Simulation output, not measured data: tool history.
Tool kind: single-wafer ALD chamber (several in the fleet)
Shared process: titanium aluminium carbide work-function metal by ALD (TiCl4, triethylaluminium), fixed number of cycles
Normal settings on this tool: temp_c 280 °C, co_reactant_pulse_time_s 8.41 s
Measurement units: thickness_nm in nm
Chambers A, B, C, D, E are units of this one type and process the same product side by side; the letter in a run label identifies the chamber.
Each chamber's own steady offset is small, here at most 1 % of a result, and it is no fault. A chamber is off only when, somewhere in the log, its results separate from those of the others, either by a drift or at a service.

| run | hour | temp_c | co_reactant_pulse_time_s | read-back reference wafer on the same gauge, thickness_nm | thickness_nm |
|---|---|---|---|---|---|
| 1D | 3.8 | 280 | 8.41 | 2.0608 | 1.7716 |
| 2E | 7.3 | 280 | 8.41 | 2.0611 | 1.7801 |
| 3A | 11.9 | 280 | 8.41 | 2.0593 | 1.7808 |
| 4C | 15.3 | 280 | 8.41 | 2.0593 | 1.7811 |
| 5B | 21.2 | 280 | 8.41 | 2.0596 | 1.7777 |
| 6B | 24.8 | 280 | 8.41 | 2.0611 | 1.7759 |
| 7A | 27.4 | 294 | 5.7 | 2.0599 | 1.7232 |
| 8D | 31.1 | 294 | 5.7 | 2.0587 | 1.7088 |
| 9C | 34 | 294 | 5.7 | 2.0602 | 1.7434 |
| 10E | 38.6 | 294 | 5.7 | 2.0593 | 1.7252 |
| 11A | 41.9 | 294 | 5.7 | 2.0596 | 1.7319 |
| 12E | 47.2 | 280 | 8.41 | 2.0615 | 1.7744 |
| 13D | 50.5 | 280 | 8.41 | 2.0601 | 1.7642 |
| 14B | 55.6 | 280 | 8.41 | 2.0592 | 1.779 |
| 15C | 61.3 | 280 | 8.41 | 2.0599 | 1.7841 |
| 16B | 64.7 | 280 | 8.41 | 2.0593 | 1.7786 |
| 17A | 70.1 | 280 | 8.41 | 2.0606 | 1.7884 |
| 18D | 75.6 | 280 | 8.41 | 2.0597 | 1.7635 |
| 19E | 79.5 | 280 | 8.41 | 2.0595 | 1.7783 |
| 20C | 84.3 | 280 | 8.41 | 2.0586 | 1.7889 |
| 21E | 89 | 280 | 8.41 | 2.0605 | 1.7764 |
| 22D | 91.7 | 280 | 8.41 | 2.0601 | 1.7688 |
| 23B | 94.5 | 280 | 8.41 | 2.0602 | 1.7788 |
| 24A | 100.3 | 280 | 8.41 | 2.059 | 1.788 |
| 25C | 105.3 | 280 | 8.41 | 2.0587 | 1.7809 |
| 26A | 108.1 | 280 | 8.41 | 2.06 | 1.7869 |
| 27E | 113.6 | 280 | 8.41 | 2.0597 | 1.7949 |
| 28C | 119.3 | 280 | 8.41 | 2.0603 | 1.7853 |
| 29D | 124.4 | 280 | 8.41 | 2.0595 | 1.7705 |
| 30B | 127.3 | 280 | 8.41 | 2.0595 | 1.7761 |
| 31D | 133 | 280 | 8.41 | 2.0593 | 1.7683 |
| 32A | 138.8 | 280 | 8.41 | 2.0591 | 1.7841 |
|  | 139.6 | chamber C: thermocouple changed; heater temperature recalibrated |
| 33E | 142.7 | 280 | 8.41 | 2.0597 | 1.8041 |
| 34B | 145.9 | 280 | 8.41 | 2.0592 | 1.7822 |
| 35C | 149.9 | 280 | 8.41 | 2.0597 | 1.7782 |
| 36B | 155.4 | 280 | 8.41 | 2.0601 | 1.7788 |
| 37E | 160.1 | 280 | 8.41 | 2.0606 | 1.8077 |
| 38C | 163.4 | 280 | 8.41 | 2.0602 | 1.7828 |
|  | 166 | chamber E: triethylaluminium bottle replaced |
| 39D | 166.8 | 280 | 8.41 | 2.0591 | 1.7634 |
| 40A | 169.7 | 280 | 8.41 | 2.0586 | 1.7812 |
| 41A | 175.2 | 280 | 8.41 | 2.06 | 1.7864 |
| 42E | 179.6 | 280 | 8.41 | 2.0596 | 1.8183 |

All 5 chambers run these settings next. Forecast each chamber's results:
| 43A | 183.9 | 280 | 8.41 |  | ? |
| 43B | 183.9 | 280 | 8.41 |  | ? |
| 43C | 183.9 | 280 | 8.41 |  | ? |
| 43D | 183.9 | 280 | 8.41 |  | ? |
| 43E | 183.9 | 280 | 8.41 |  | ? |

| run | thickness_nm |
|---|---|
| 43A | 1.7803 |
| 43B | 1.7746 |
| 43C | 1.7782 |
| 43D | 1.7709 |
| 43E | 1.8162 |
